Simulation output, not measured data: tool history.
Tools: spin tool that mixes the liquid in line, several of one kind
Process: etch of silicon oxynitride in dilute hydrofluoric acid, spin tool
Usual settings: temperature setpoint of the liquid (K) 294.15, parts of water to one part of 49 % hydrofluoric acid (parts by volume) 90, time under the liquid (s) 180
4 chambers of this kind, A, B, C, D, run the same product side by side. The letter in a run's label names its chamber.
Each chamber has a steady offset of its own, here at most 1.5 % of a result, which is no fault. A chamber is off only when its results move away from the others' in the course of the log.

run,day,temperature setpoint of the liquid (K),parts of water to one part of 49 % hydrofluoric acid (parts by volume),time under the liquid (s),"read-back film thickness of the silicon oxynitride reference wafer, read on the same gauge (nm)",thickness taken off the silicon oxynitride on a monitor wafer (Å)
1B,0.171,294.15,90,180,109.98,56.275
2D,0.329,294.15,90,180,109.98,55.922
3C,0.504,294.15,90,180,110.00,55.957
4A,0.642,294.15,90,180,110.02,55.620
5C,0.779,294.15,90,180,109.98,56.081
6D,0.888,294.15,90,180,109.98,56.416
7A,1.050,297.65,130,180,109.99,43.393
8B,1.150,297.65,130,180,109.99,44.631
9B,1.267,297.65,130,180,110.00,44.873
10D,1.396,297.65,130,180,109.98,44.463
11C,1.533,294.15,90,180,110.01,55.970
12A,1.646,294.15,90,180,110.01,54.771
13C,1.788,294.15,90,180,109.98,56.376
14D,1.904,294.15,90,180,109.98,55.668
15B,2.062,294.15,90,180,110.02,56.142
16A,2.171,294.15,90,180,110.02,54.916
17C,2.300,294.15,90,180,109.98,56.677
18D,2.396,294.15,90,180,109.97,56.303
19A,2.567,294.15,90,180,110.00,54.847
20B,2.738,294.15,90,180,110.03,55.719
21D,2.846,294.15,90,270,109.99,84.171
22C,2.938,294.15,90,270,110.01,83.993
23B,3.079,294.15,90,270,109.98,84.377
24A,3.233,294.15,90,270,110.01,82.987
# day 3.254: chamber C: hydrofluoric acid flow meter replaced
25D,3.396,294.15,90,180,109.98,56.083
26A,3.512,294.15,90,180,110.01,55.282
27C,3.650,294.15,90,180,110.01,55.846
28B,3.750,294.15,90,180,110.01,56.291
29D,3.888,294.15,90,180,110.01,55.999
30C,3.971,297.65,90,265,109.98,98.283
31B,4.088,297.65,90,265,110.01,97.241
32A,4.229,297.65,90,265,109.99,96.846
33A,4.371,297.65,90,265,109.97,95.992
34C,4.496,294.15,90,180,110.01,55.546

Next, every chamber runs the same settings. What will each give?
35A,4.621,292.15,90,180,,?
35B,4.621,292.15,90,180,,?
35C,4.621,292.15,90,180,,?
35D,4.621,292.15,90,180,,?

run,thickness taken off the silicon oxynitride on a monitor wafer (Å)
35A,50.111
35B,50.310
35C,50.578
35D,50.183
